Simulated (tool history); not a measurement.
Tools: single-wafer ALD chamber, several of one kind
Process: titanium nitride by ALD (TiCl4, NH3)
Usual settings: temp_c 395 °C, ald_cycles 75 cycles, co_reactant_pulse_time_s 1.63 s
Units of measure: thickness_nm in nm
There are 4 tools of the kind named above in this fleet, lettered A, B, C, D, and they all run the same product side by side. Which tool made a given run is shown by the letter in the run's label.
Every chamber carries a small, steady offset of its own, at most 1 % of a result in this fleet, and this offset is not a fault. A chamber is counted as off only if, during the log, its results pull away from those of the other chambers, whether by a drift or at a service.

run,hour,temp_c,ald_cycles,co_reactant_pulse_time_s,"read-back reference wafer on the same gauge, thickness_nm",thickness_nm
1A,4.7,395,75,1.63,1.4392,1.6538
2C,9.9,395,75,1.63,1.4399,1.629
3D,13.4,395,75,1.63,1.4397,1.6266
4B,17.4,395,75,1.63,1.4411,1.6412
5C,20.1,395,75,1.63,1.4406,1.6293
6D,23.8,395,75,1.63,1.4402,1.6419
7B,28.4,395,75,1.97,1.4397,1.6589
8A,31.6,395,75,1.97,1.4407,1.6553
9A,34.4,395,75,1.97,1.4403,1.6622
10C,37,395,75,1.97,1.4407,1.6422
11B,39.4,395,75,1.63,1.4406,1.6457
12D,44.1,395,75,1.63,1.4401,1.6261
13B,46.9,395,75,1.63,1.4398,1.6403
14C,51.1,387,75,1.63,1.4392,1.6184
15A,55.5,387,75,1.63,1.4395,1.6221
16D,59,387,75,1.63,1.4396,1.6092
17A,62.6,387,75,1.63,1.4401,1.6418
18B,67.7,395,75,1.63,1.4399,1.6366
19D,71.7,395,75,1.63,1.4396,1.631
20C,76.6,395,75,1.36,1.4403,1.6058
21D,79.3,395,75,1.36,1.4403,1.6062
22C,83.7,395,75,1.36,1.4407,1.6167
23A,86.3,395,75,1.36,1.4406,1.6292
24B,90.8,395,75,1.63,1.4402,1.6514
25B,93.3,395,75,1.63,1.4414,1.6571
26C,98.3,395,75,1.63,1.4397,1.6249
27A,101.5,395,75,1.63,1.4395,1.6487
28D,104.2,395,75,1.63,1.4391,1.6328
29A,107.4,395,75,1.63,1.4402,1.642
30B,110.3,395,75,1.63,1.4395,1.6447
31D,113.4,395,75,1.63,1.4403,1.6299
32C,118.3,395,75,1.63,1.44,1.6212
33D,122.9,395,75,1.63,1.4413,1.6352
34A,125.9,395,75,1.63,1.4398,1.6442
35B,130.3,395,75,1.63,1.4404,1.6422
36C,134.1,395,75,1.63,1.4405,1.6215
37A,138.4,395,75,1.63,1.4394,1.6503
38C,142.2,395,75,1.63,1.4398,1.6254

The same settings go to every chamber for the next run, one line per chamber below. Forecast the results for each:
39A,146,395,75,1.63,,?
39B,146,395,75,1.63,,?
39C,146,395,75,1.63,,?
39D,146,395,75,1.63,,?

run,thickness_nm
39A,1.6388
39B,1.656
39C,1.6324
39D,1.6319

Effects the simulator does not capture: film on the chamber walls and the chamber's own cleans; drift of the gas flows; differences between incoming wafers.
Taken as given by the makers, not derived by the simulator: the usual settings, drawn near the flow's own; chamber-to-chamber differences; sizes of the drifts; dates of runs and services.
